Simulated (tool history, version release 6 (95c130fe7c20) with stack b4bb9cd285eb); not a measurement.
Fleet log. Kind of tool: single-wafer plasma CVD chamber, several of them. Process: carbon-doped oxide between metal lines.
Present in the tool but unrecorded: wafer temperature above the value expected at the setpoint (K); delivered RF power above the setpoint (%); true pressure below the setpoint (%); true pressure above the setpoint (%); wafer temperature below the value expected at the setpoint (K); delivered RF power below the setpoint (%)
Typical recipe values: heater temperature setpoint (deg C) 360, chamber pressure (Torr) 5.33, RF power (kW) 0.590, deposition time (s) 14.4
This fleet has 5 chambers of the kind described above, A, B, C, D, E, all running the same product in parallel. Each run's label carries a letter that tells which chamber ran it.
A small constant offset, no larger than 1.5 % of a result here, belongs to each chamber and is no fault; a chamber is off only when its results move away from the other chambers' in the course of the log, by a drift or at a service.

run,day,heater temperature setpoint (deg C),chamber pressure (Torr),RF power (kW),deposition time (s),hours since the last thermocouple change,hours since the last RF generator calibration,hours since the last manometer calibration,"read-back reference wafer on the same gauge, thickness_nm",mean film thickness on the monitor wafer (nm)
1A,0.104,360,5.33,0.590,14.4,1892.0,514.3,623.2,71.125,81.050
2B,0.221,360,5.33,0.590,14.4,127.9,1910.9,87.4,71.117,80.081
3C,0.329,360,5.33,0.590,14.4,2366.4,241.0,1949.6,71.136,81.671
4D,0.496,360,5.33,0.590,14.4,1346.2,502.4,862.1,71.109,80.847
5E,0.696,360,5.33,0.590,14.4,708.0,2015.5,887.5,71.121,81.309
6E,0.825,360,5.33,0.590,14.4,711.1,2018.6,890.6,71.200,81.195
7A,0.975,360,5.33,0.590,14.4,1912.9,535.2,644.1,71.173,81.272
8B,1.179,360,5.33,0.590,14.4,150.9,1933.9,110.4,71.164,80.133
9C,1.367,347,5.33,0.590,11.7,2391.3,265.9,1974.5,71.215,68.724
10D,1.471,347,5.33,0.590,11.7,1369.6,525.8,885.5,71.229,68.340
11B,1.608,347,5.33,0.590,11.7,161.2,1944.2,120.7,71.220,67.635
12A,1.804,347,5.33,0.590,11.7,1932.8,555.1,664.0,71.227,68.734
13C,1.958,347,5.33,0.590,11.7,2405.5,280.1,1988.7,71.250,68.797
14D,2.162,360,5.33,0.590,14.4,1386.2,542.4,902.1,71.300,80.991
15E,2.292,360,5.33,0.590,14.4,746.3,2053.8,925.8,71.252,81.367
16C,2.450,360,5.33,0.590,14.4,2417.3,291.9,2000.5,71.277,81.643
17B,2.558,360,5.33,0.590,14.4,184.0,1967.0,143.5,71.309,80.265
18A,2.717,360,5.33,0.590,14.4,1954.7,577.0,685.9,71.322,81.769
19D,2.858,360,5.33,0.590,14.4,1402.9,559.1,918.8,71.346,80.824
20E,3.021,360,5.33,0.590,14.4,763.8,2071.3,943.3,71.360,81.227
21E,3.171,360,5.33,0.590,14.4,767.4,2074.9,946.9,71.331,81.156
22D,3.312,360,5.33,0.590,14.4,1413.8,570.0,929.7,71.368,81.080
23C,3.492,360,4.17,0.590,14.4,2442.3,316.9,2025.5,71.394,78.853
24B,3.692,360,4.17,0.590,14.4,211.2,1994.2,170.7,71.387,77.546
25A,3.888,360,4.17,0.590,14.4,1982.8,605.1,714.0,71.408,78.811
26E,4.058,360,4.17,0.590,14.4,788.7,2096.2,968.2,71.423,78.812
27C,4.183,360,4.17,0.590,14.4,2458.9,333.5,2042.1,71.392,78.866
28B,4.392,360,5.33,0.590,14.4,228.0,2011.0,187.5,71.447,80.604
29D,4.496,360,6.54,0.590,14.4,1442.2,598.4,958.1,71.471,82.980
30A,4.679,360,6.54,0.590,14.4,2001.8,624.1,733.0,71.449,83.308
31A,4.788,360,6.54,0.590,14.4,2004.4,626.7,735.6,71.494,83.765
32C,4.900,360,6.54,0.590,14.4,2476.1,350.7,2059.3,71.470,83.477
33D,5.079,360,6.54,0.590,14.4,1456.2,612.4,972.1,71.514,82.939
34B,5.200,360,5.33,0.590,14.4,247.4,2030.4,206.9,71.505,80.537
35E,5.388,360,5.33,0.590,14.4,820.6,2128.1,1000.1,71.506,81.530
36B,5.571,360,5.33,0.590,14.4,256.3,2039.3,215.8,71.488,80.604
37D,5.725,360,5.33,0.590,14.4,1471.7,627.9,987.6,71.512,81.102
38E,5.867,360,5.33,0.590,14.4,832.1,2139.6,1011.6,71.546,81.617
39C,6.008,360,5.33,0.590,14.4,2502.7,377.3,2085.9,71.570,81.829
40A,6.138,360,5.33,0.590,14.4,2036.8,659.1,768.0,71.583,81.619

Decide between three cases: one chamber stands off from its peers, the gauge reading all wafers drifts, or nothing is wrong past each chamber's small offset. Where a chamber is off, say which and what most likely put it there.

No chamber is off; the gauge reading every chamber's wafers drifts, which makes the whole fleet appear to move together.
Likeliest cause: gauge reads high (%) = 0.676.

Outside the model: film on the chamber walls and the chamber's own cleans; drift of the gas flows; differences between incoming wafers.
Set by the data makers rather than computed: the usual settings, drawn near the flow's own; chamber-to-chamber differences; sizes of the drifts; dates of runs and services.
